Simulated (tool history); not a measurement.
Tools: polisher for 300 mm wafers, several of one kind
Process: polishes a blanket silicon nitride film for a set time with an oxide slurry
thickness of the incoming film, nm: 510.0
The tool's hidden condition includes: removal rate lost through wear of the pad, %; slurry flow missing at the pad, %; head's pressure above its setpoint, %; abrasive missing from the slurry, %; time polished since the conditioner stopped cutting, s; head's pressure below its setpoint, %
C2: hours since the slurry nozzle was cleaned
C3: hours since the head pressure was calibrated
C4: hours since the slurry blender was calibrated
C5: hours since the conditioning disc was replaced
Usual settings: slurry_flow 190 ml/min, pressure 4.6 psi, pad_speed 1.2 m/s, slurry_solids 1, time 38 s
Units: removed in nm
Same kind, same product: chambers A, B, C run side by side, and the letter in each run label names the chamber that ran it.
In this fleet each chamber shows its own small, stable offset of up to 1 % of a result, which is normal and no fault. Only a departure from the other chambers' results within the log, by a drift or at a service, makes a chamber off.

-- hour=5.8 chamber B: slurry blender recalibrated
run 1C hour=11.3 | slurry_flow=190 pressure=4.6 pad_speed=1.2 slurry_solids=1 time=38 | wafers_polished_on_this_pad=376 C2=389.4 C3=207.4 C4=42.9 C5=123.4 | removed=39.941
-- hour=22.5 chamber B: worn pad replaced by a new one
run 2A hour=25 | slurry_flow=190 pressure=4.6 pad_speed=1.2 slurry_solids=1 time=38 | wafers_polished_on_this_pad=341 C2=347.4 C3=643.2 C4=74.5 C5=239.4 | removed=40.643
run 3B hour=34.5 | slurry_flow=190 pressure=4.6 pad_speed=1.2 slurry_solids=1 time=38 | wafers_polished_on_this_pad=124 C2=437.3 C3=616.8 C4=28.7 C5=143.8 | removed=40.809
run 4B hour=48 | slurry_flow=190 pressure=4.6 pad_speed=1.2 slurry_solids=1 time=38 | wafers_polished_on_this_pad=263 C2=450.8 C3=630.3 C4=42.2 C5=157.3 | removed=39.58
-- hour=51.7 chamber A: slurry blender recalibrated
run 5A hour=55.2 | slurry_flow=190 pressure=4.6 pad_speed=1.2 slurry_solids=1 time=38 | wafers_polished_on_this_pad=652 C2=377.6 C3=673.4 C4=3.5 C5=269.6 | removed=40.806
-- hour=57.8 chamber C: worn pad replaced by a new one
-- hour=63.1 chamber B: conditioning disc replaced and pad reconditioned
run 6C hour=66.1 | slurry_flow=190 pressure=4.6 pad_speed=1.2 slurry_solids=1 time=38 | wafers_polished_on_this_pad=85 C2=444.2 C3=262.2 C4=97.7 C5=178.2 | removed=40.339
run 7B hour=74.4 | slurry_flow=190 pressure=4.6 pad_speed=1.2 slurry_solids=1 time=38 | wafers_polished_on_this_pad=534 C2=477.2 C3=656.7 C4=68.6 C5=11.4 | removed=39.721
-- hour=83.1 chamber A: head pressure recalibrated
run 8C hour=87.7 | slurry_flow=190 pressure=4.6 pad_speed=1.2 slurry_solids=1 time=38 | wafers_polished_on_this_pad=307 C2=465.8 C3=283.8 C4=119.3 C5=199.8 | removed=40.277
run 9A hour=98.1 | slurry_flow=190 pressure=4.6 pad_speed=1.2 slurry_solids=1 time=38 | wafers_polished_on_this_pad=1093 C2=420.5 C3=15.1 C4=46.4 C5=312.5 | removed=39.944
-- hour=99.9 chamber B: worn pad replaced by a new one
run 10B hour=104.7 | slurry_flow=190 pressure=4.6 pad_speed=1.54 slurry_solids=1 time=32 | wafers_polished_on_this_pad=50 C2=507.5 C3=687 C4=98.9 C5=41.7 | removed=41.187
run 11A hour=111.2 | slurry_flow=190 pressure=4.6 pad_speed=1.54 slurry_solids=1 time=32 | wafers_polished_on_this_pad=1228 C2=433.6 C3=28.2 C4=59.5 C5=325.6 | removed=41.909
run 12C hour=126.1 | slurry_flow=190 pressure=4.6 pad_speed=1.54 slurry_solids=1 time=32 | wafers_polished_on_this_pad=702 C2=504.2 C3=322.2 C4=157.7 C5=238.2 | removed=41.382
-- hour=128.1 chamber A: worn pad replaced by a new one
-- hour=130.6 chamber C: worn pad replaced by a new one
run 13C hour=135.7 | slurry_flow=190 pressure=4.6 pad_speed=1.2 slurry_solids=1 time=38 | wafers_polished_on_this_pad=52 C2=513.8 C3=331.8 C4=167.3 C5=247.8 | removed=40.051
run 14B hour=149.1 | slurry_flow=190 pressure=5.9 pad_speed=1.2 slurry_solids=1 time=38 | wafers_polished_on_this_pad=507 C2=551.9 C3=731.4 C4=143.3 C5=86.1 | removed=51.469
run 15A hour=155.9 | slurry_flow=190 pressure=5.9 pad_speed=1.2 slurry_solids=1 time=38 | wafers_polished_on_this_pad=286 C2=478.3 C3=72.9 C4=104.2 C5=370.3 | removed=52.975
-- hour=164 chamber A: slurry blender recalibrated
run 16B hour=170.7 | slurry_flow=190 pressure=5.9 pad_speed=1.2 slurry_solids=1 time=38 | wafers_polished_on_this_pad=729 C2=573.5 C3=753 C4=164.9 C5=107.7 | removed=51.878
-- hour=170.8 chamber B: slurry blender recalibrated
run 17A hour=184.7 | slurry_flow=190 pressure=4.6 pad_speed=1.2 slurry_solids=1 time=38 | wafers_polished_on_this_pad=582 C2=507.1 C3=101.7 C4=20.8 C5=399.1 | removed=40.399
-- hour=184.8 chamber C: slurry nozzle cleaned
-- hour=193.4 chamber A: slurry nozzle cleaned
run 18C hour=196.5 | slurry_flow=190 pressure=4.6 pad_speed=1.2 slurry_solids=1 time=38 | wafers_polished_on_this_pad=678 C2=11.7 C3=392.6 C4=228.1 C5=308.6 | removed=40.919
-- hour=197.1 chamber C: worn pad replaced by a new one
-- hour=201.3 chamber B: worn pad replaced by a new one
-- hour=204 chamber B: conditioning disc replaced and pad reconditioned
run 19A hour=206.6 | slurry_flow=190 pressure=4.6 pad_speed=1.2 slurry_solids=1 time=38 | wafers_polished_on_this_pad=808 C2=13.3 C3=123.6 C4=42.7 C5=421 | removed=40.58
run 20C hour=218 | slurry_flow=190 pressure=4.6 pad_speed=1.2 slurry_solids=1 time=38 | wafers_polished_on_this_pad=215 C2=33.2 C3=414.1 C4=249.6 C5=330.1 | removed=40.752
run 21B hour=228.4 | slurry_flow=190 pressure=4.6 pad_speed=1.2 slurry_solids=1 time=38 | wafers_polished_on_this_pad=279 C2=631.2 C3=810.7 C4=57.6 C5=24.4 | removed=40.187
run 22C hour=235.1 | slurry_flow=190 pressure=4.6 pad_speed=1.2 slurry_solids=1 time=38 | wafers_polished_on_this_pad=391 C2=50.3 C3=431.2 C4=266.7 C5=347.2 | removed=40.707
run 23B hour=243.5 | slurry_flow=190 pressure=4.6 pad_speed=1.2 slurry_solids=1 time=38 | wafers_polished_on_this_pad=435 C2=646.3 C3=825.8 C4=72.7 C5=39.5 | removed=40.154
-- hour=247.9 chamber A: worn pad replaced by a new one
run 24A hour=256.2 | slurry_flow=190 pressure=4.6 pad_speed=1.2 slurry_solids=1 time=38 | wafers_polished_on_this_pad=85 C2=62.9 C3=173.2 C4=92.3 C5=470.6 | removed=40.935
-- hour=258.5 chamber A: conditioning disc replaced and pad reconditioned
run 25A hour=264.5 | slurry_flow=190 pressure=4.6 pad_speed=1.2 slurry_solids=1 time=38 | wafers_polished_on_this_pad=171 C2=71.2 C3=181.5 C4=100.6 C5=6.1 | removed=41.693
-- hour=270.6 chamber C: worn pad replaced by a new one
run 26B hour=274.5 | slurry_flow=190 pressure=4.6 pad_speed=1.2 slurry_solids=1 time=38 | wafers_polished_on_this_pad=753 C2=677.3 C3=856.8 C4=103.7 C5=70.5 | removed=39.822
-- hour=274.8 chamber A: slurry blender recalibrated
-- hour=283.6 chamber C: slurry blender recalibrated
run 27C hour=285 | slurry_flow=190 pressure=4.6 pad_speed=1.2 slurry_solids=1 time=38 | wafers_polished_on_this_pad=149 C2=100.2 C3=481.1 C4=1.5 C5=397.1 | removed=40.508
-- hour=291.7 chamber B: worn pad replaced by a new one
run 28A hour=297.1 | slurry_flow=190 pressure=4.6 pad_speed=1.2 slurry_solids=1 time=38 | wafers_polished_on_this_pad=506 C2=103.8 C3=214.1 C4=22.3 C5=38.7 | removed=40.98
run 29B hour=305.9 | slurry_flow=190 pressure=4.6 pad_speed=1.2 slurry_solids=1 time=38 | wafers_polished_on_this_pad=146 C2=708.7 C3=888.2 C4=135.1 C5=101.9 | removed=39.382
run 30C hour=313.1 | slurry_flow=190 pressure=4.6 pad_speed=1.2 slurry_solids=1 time=38 | wafers_polished_on_this_pad=438 C2=128.3 C3=509.2 C4=29.6 C5=425.2 | removed=40.393
-- hour=315.5 chamber B: head pressure recalibrated
-- hour=316.2 chamber B: slurry blender recalibrated
run 31B hour=322.7 | slurry_flow=190 pressure=4.6 pad_speed=1.2 slurry_solids=1 time=38 | wafers_polished_on_this_pad=319 C2=725.5 C3=7.2 C4=6.5 C5=118.7 | removed=39.818
run 32A hour=336.8 | slurry_flow=190 pressure=4.6 pad_speed=1.36 slurry_solids=0.7 time=38 | wafers_polished_on_this_pad=915 C2=143.5 C3=253.8 C4=62 C5=78.4 | removed=38.001
-- hour=340.2 chamber C: worn pad replaced by a new one
run 33C hour=346 | slurry_flow=190 pressure=4.6 pad_speed=1.36 slurry_solids=0.7 time=38 | wafers_polished_on_this_pad=60 C2=161.2 C3=542.1 C4=62.5 C5=458.1 | removed=37.271
-- hour=349.3 chamber B: conditioning disc replaced and pad reconditioned
run 34A hour=353 | slurry_flow=190 pressure=4.6 pad_speed=1.36 slurry_solids=0.7 time=38 | wafers_polished_on_this_pad=1081 C2=159.7 C3=270 C4=78.2 C5=94.6 | removed=38.085
run 35B hour=361.2 | slurry_flow=190 pressure=4.6 pad_speed=1.2 slurry_solids=1 time=38 | wafers_polished_on_this_pad=715 C2=764 C3=45.7 C4=45 C5=12 | removed=40.593

Next, all 3 chambers run the settings below, one line each with question marks for the results. What does each chamber give?
run 36A hour=372 | slurry_flow=190 pressure=4.6 pad_speed=1.58 slurry_solids=1 time=38 | removed=?
run 36B hour=372 | slurry_flow=190 pressure=4.6 pad_speed=1.58 slurry_solids=1 time=38 | removed=?
run 36C hour=372 | slurry_flow=190 pressure=4.6 pad_speed=1.58 slurry_solids=1 time=38 | removed=?

run=36A removed=50.657
run=36B removed=50.428
run=36C removed=50.296
